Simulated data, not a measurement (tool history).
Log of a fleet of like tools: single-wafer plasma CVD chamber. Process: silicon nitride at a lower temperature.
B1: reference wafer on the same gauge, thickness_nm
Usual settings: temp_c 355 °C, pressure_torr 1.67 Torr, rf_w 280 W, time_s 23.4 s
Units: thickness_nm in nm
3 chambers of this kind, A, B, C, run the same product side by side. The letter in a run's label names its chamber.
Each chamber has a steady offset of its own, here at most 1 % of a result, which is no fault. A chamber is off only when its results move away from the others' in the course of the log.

run 1B hour=7.1 | temp_c=355 pressure_torr=1.67 rf_w=280 time_s=23.4 | B1=30.501 | thickness_nm=26.74
run 2A hour=21.2 | temp_c=355 pressure_torr=1.67 rf_w=280 time_s=23.4 | B1=30.506 | thickness_nm=26.654
run 3C hour=32.4 | temp_c=355 pressure_torr=1.67 rf_w=280 time_s=23.4 | B1=30.528 | thickness_nm=26.687
run 4C hour=41.2 | temp_c=355 pressure_torr=1.67 rf_w=280 time_s=23.4 | B1=30.519 | thickness_nm=26.683
run 5A hour=50.7 | temp_c=355 pressure_torr=1.67 rf_w=280 time_s=21.4 | B1=30.509 | thickness_nm=24.402
-- hour=58.6 chamber C: capacitance manometer re-zeroed and calibrated
run 6B hour=62.6 | temp_c=355 pressure_torr=1.67 rf_w=280 time_s=21.4 | B1=30.534 | thickness_nm=24.407
run 7B hour=75.6 | temp_c=355 pressure_torr=1.67 rf_w=280 time_s=21.4 | B1=30.539 | thickness_nm=24.46
run 8C hour=87.9 | temp_c=355 pressure_torr=1.67 rf_w=280 time_s=23.4 | B1=30.532 | thickness_nm=26.757
run 9A hour=99.3 | temp_c=355 pressure_torr=1.67 rf_w=280 time_s=23.4 | B1=30.562 | thickness_nm=26.705
run 10B hour=113.6 | temp_c=355 pressure_torr=1.67 rf_w=280 time_s=23.4 | B1=30.555 | thickness_nm=26.684
-- hour=121.6 chamber C: thermocouple changed; heater temperature recalibrated
run 11C hour=125.1 | temp_c=355 pressure_torr=1.55 rf_w=280 time_s=26.9 | B1=30.551 | thickness_nm=30.205
run 12A hour=132.3 | temp_c=355 pressure_torr=1.55 rf_w=280 time_s=26.9 | B1=30.559 | thickness_nm=30.088
run 13B hour=142.6 | temp_c=355 pressure_torr=1.55 rf_w=280 time_s=26.9 | B1=30.56 | thickness_nm=30.061
run 14C hour=152.8 | temp_c=355 pressure_torr=1.67 rf_w=280 time_s=23.4 | B1=30.573 | thickness_nm=26.792
run 15A hour=160.6 | temp_c=355 pressure_torr=1.67 rf_w=280 time_s=23.4 | B1=30.579 | thickness_nm=26.735
run 16A hour=168.8 | temp_c=355 pressure_torr=1.67 rf_w=280 time_s=23.4 | B1=30.589 | thickness_nm=26.757
run 17C hour=175.6 | temp_c=355 pressure_torr=1.67 rf_w=280 time_s=23.4 | B1=30.58 | thickness_nm=26.749
run 18B hour=187.6 | temp_c=355 pressure_torr=1.51 rf_w=280 time_s=20 | B1=30.597 | thickness_nm=22.235
run 19A hour=195.1 | temp_c=355 pressure_torr=1.51 rf_w=280 time_s=20 | B1=30.593 | thickness_nm=22.233
run 20C hour=206.6 | temp_c=355 pressure_torr=1.51 rf_w=280 time_s=20 | B1=30.596 | thickness_nm=22.288
run 21B hour=219.7 | temp_c=355 pressure_torr=1.67 rf_w=280 time_s=23.4 | B1=30.606 | thickness_nm=26.737
run 22B hour=227.1 | temp_c=355 pressure_torr=1.67 rf_w=245 time_s=25.7 | B1=30.61 | thickness_nm=26.762
run 23A hour=239.6 | temp_c=355 pressure_torr=1.67 rf_w=245 time_s=25.7 | B1=30.603 | thickness_nm=26.684
run 24C hour=246.7 | temp_c=355 pressure_torr=1.67 rf_w=245 time_s=25.7 | B1=30.632 | thickness_nm=26.803
run 25A hour=255.1 | temp_c=355 pressure_torr=1.67 rf_w=255 time_s=23.4 | B1=30.621 | thickness_nm=25.05
run 26B hour=266.6 | temp_c=355 pressure_torr=1.67 rf_w=255 time_s=23.4 | B1=30.622 | thickness_nm=25.056
run 27C hour=275.9 | temp_c=355 pressure_torr=1.67 rf_w=255 time_s=23.4 | B1=30.618 | thickness_nm=25.043
run 28C hour=283.8 | temp_c=355 pressure_torr=1.67 rf_w=280 time_s=23.4 | B1=30.634 | thickness_nm=26.77
run 29A hour=291.4 | temp_c=355 pressure_torr=1.67 rf_w=280 time_s=23.4 | B1=30.656 | thickness_nm=26.71
run 30B hour=305.4 | temp_c=355 pressure_torr=1.67 rf_w=280 time_s=23.4 | B1=30.658 | thickness_nm=26.784
run 31B hour=315.2 | temp_c=355 pressure_torr=1.67 rf_w=280 time_s=23.4 | B1=30.637 | thickness_nm=26.788
-- hour=319.6 chamber B: RF generator calibrated
run 32A hour=323.7 | temp_c=355 pressure_torr=1.67 rf_w=280 time_s=23.4 | B1=30.664 | thickness_nm=26.765
run 33C hour=336.6 | temp_c=355 pressure_torr=1.67 rf_w=280 time_s=23.4 | B1=30.661 | thickness_nm=26.94
run 34A hour=347.9 | temp_c=355 pressure_torr=1.67 rf_w=280 time_s=23.4 | B1=30.682 | thickness_nm=26.788
run 35B hour=354.1 | temp_c=361 pressure_torr=1.52 rf_w=280 time_s=23.4 | B1=30.667 | thickness_nm=26.064
run 36C hour=366.5 | temp_c=361 pressure_torr=1.52 rf_w=280 time_s=23.4 | B1=30.672 | thickness_nm=26.105
-- hour=375.8 chamber A: thermocouple changed; heater temperature recalibrated
run 37C hour=378.4 | temp_c=361 pressure_torr=1.52 rf_w=280 time_s=23.4 | B1=30.675 | thickness_nm=26.149
run 38A hour=386.6 | temp_c=355 pressure_torr=1.67 rf_w=280 time_s=23.4 | B1=30.681 | thickness_nm=26.787
run 39B hour=400 | temp_c=341 pressure_torr=1.67 rf_w=280 time_s=23.4 | B1=30.69 | thickness_nm=27.037
run 40B hour=412.1 | temp_c=341 pressure_torr=1.67 rf_w=280 time_s=23.4 | B1=30.685 | thickness_nm=26.953
run 41C hour=426.1 | temp_c=341 pressure_torr=1.67 rf_w=280 time_s=23.4 | B1=30.695 | thickness_nm=26.984

Is one chamber off against the others, does the gauge drift, or is nothing wrong? If a chamber is off, say which, and what the likeliest cause is.

The gauge drifts, so all chambers seem to drift together. No chamber is off.
Cause: gauge reads high (%) = 0.682.
